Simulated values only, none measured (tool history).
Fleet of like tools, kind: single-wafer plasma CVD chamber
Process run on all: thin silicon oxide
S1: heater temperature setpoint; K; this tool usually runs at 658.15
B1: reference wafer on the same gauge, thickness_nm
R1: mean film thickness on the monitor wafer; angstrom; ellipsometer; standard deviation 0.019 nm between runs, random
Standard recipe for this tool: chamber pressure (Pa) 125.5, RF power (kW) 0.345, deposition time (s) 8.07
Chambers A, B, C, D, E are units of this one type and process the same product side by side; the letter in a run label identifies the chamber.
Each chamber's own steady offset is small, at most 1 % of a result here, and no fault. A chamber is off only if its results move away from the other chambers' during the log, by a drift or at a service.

Run 1C, hour 12.7: usual settings; B1 18.306. Result: R1 180.76 angstrom.
Run 2E, hour 19.1: usual settings; B1 18.3. Result: R1 180.88 angstrom.
Run 3B, hour 25.3: usual settings; B1 18.307. Result: R1 182.76 angstrom.
Run 4A, hour 38.8: usual settings; B1 18.311. Result: R1 183.05 angstrom.
Run 5D, hour 46.7: usual settings; B1 18.311. Result: R1 184.27 angstrom.
At hour 57.6: chamber A: capacitance manometer re-zeroed and calibrated.
Run 6C, hour 57.7: usual settings; B1 18.307. Result: R1 180.74 angstrom.
Run 7D, hour 66: usual settings; B1 18.318. Result: R1 184.09 angstrom.
Run 8A, hour 76.3: usual settings; B1 18.319. Result: R1 183.18 angstrom.
Run 9E, hour 90.1: usual settings; B1 18.323. Result: R1 180.27 angstrom.
Run 10B, hour 103.6: usual settings; B1 18.327. Result: R1 183.29 angstrom.
Run 11E, hour 109.8: usual settings; B1 18.327. Result: R1 180.76 angstrom.
At hour 112.4: chamber D: RF generator calibrated.
Run 12C, hour 116.5: usual settings but deposition time (s) 8.81; B1 18.331. Result: R1 197.59 angstrom.
Run 13D, hour 125.5: usual settings but deposition time (s) 8.81; B1 18.329. Result: R1 201.08 angstrom.
Run 14A, hour 135.8: usual settings but deposition time (s) 8.81; B1 18.338. Result: R1 199.68 angstrom.
At hour 145.9: chamber E: RF generator calibrated.
Run 15B, hour 149.3: usual settings but deposition time (s) 8.81; B1 18.339. Result: R1 199.89 angstrom.
Run 16E, hour 162.9: usual settings but deposition time (s) 8.81; B1 18.34. Result: R1 197.56 angstrom.
Run 17A, hour 169.1: usual settings; B1 18.341. Result: R1 183.32 angstrom.
Run 18B, hour 177.1: usual settings; B1 18.341. Result: R1 183.29 angstrom.
Run 19C, hour 187.7: usual settings; B1 18.347. Result: R1 180.83 angstrom.
Run 20D, hour 201.5: usual settings; B1 18.345. Result: R1 184.65 angstrom.
Run 21B, hour 214.3: usual settings; B1 18.352. Result: R1 183.42 angstrom.
At hour 225.9: chamber C: thermocouple changed; heater temperature recalibrated.
Run 22E, hour 227.5: usual settings; B1 18.357. Result: R1 181.03 angstrom.
Run 23C, hour 237.7: usual settings; B1 18.357. Result: R1 181.11 angstrom.
Run 24A, hour 249.7: usual settings; B1 18.359. Result: R1 183.11 angstrom.
Run 25D, hour 262.6: usual settings; B1 18.367. Result: R1 184.85 angstrom.
Run 26E, hour 269.9: usual settings; B1 18.364. Result: R1 180.74 angstrom.
Run 27C, hour 282.1: usual settings; B1 18.371. Result: R1 181.27 angstrom.
Run 28B, hour 295.7: usual settings; B1 18.375. Result: R1 183.52 angstrom.
Run 29D, hour 307.6: usual settings but chamber pressure (Pa) 101.5, RF power (kW) 0.315; B1 18.375. Result: R1 147.68 angstrom.
Run 30A, hour 318.9: usual settings but chamber pressure (Pa) 101.5, RF power (kW) 0.315; B1 18.374. Result: R1 147.15 angstrom.

Decide between three cases: one chamber stands off from its peers, the gauge reading all wafers drifts, or nothing is wrong past each chamber's small offset. Where a chamber is off, say which and what most likely put it there.

No chamber is off; the gauge reading every chamber's wafers drifts, which makes the whole fleet appear to move together.
Cause: gauge reads high (%) = 0.438.
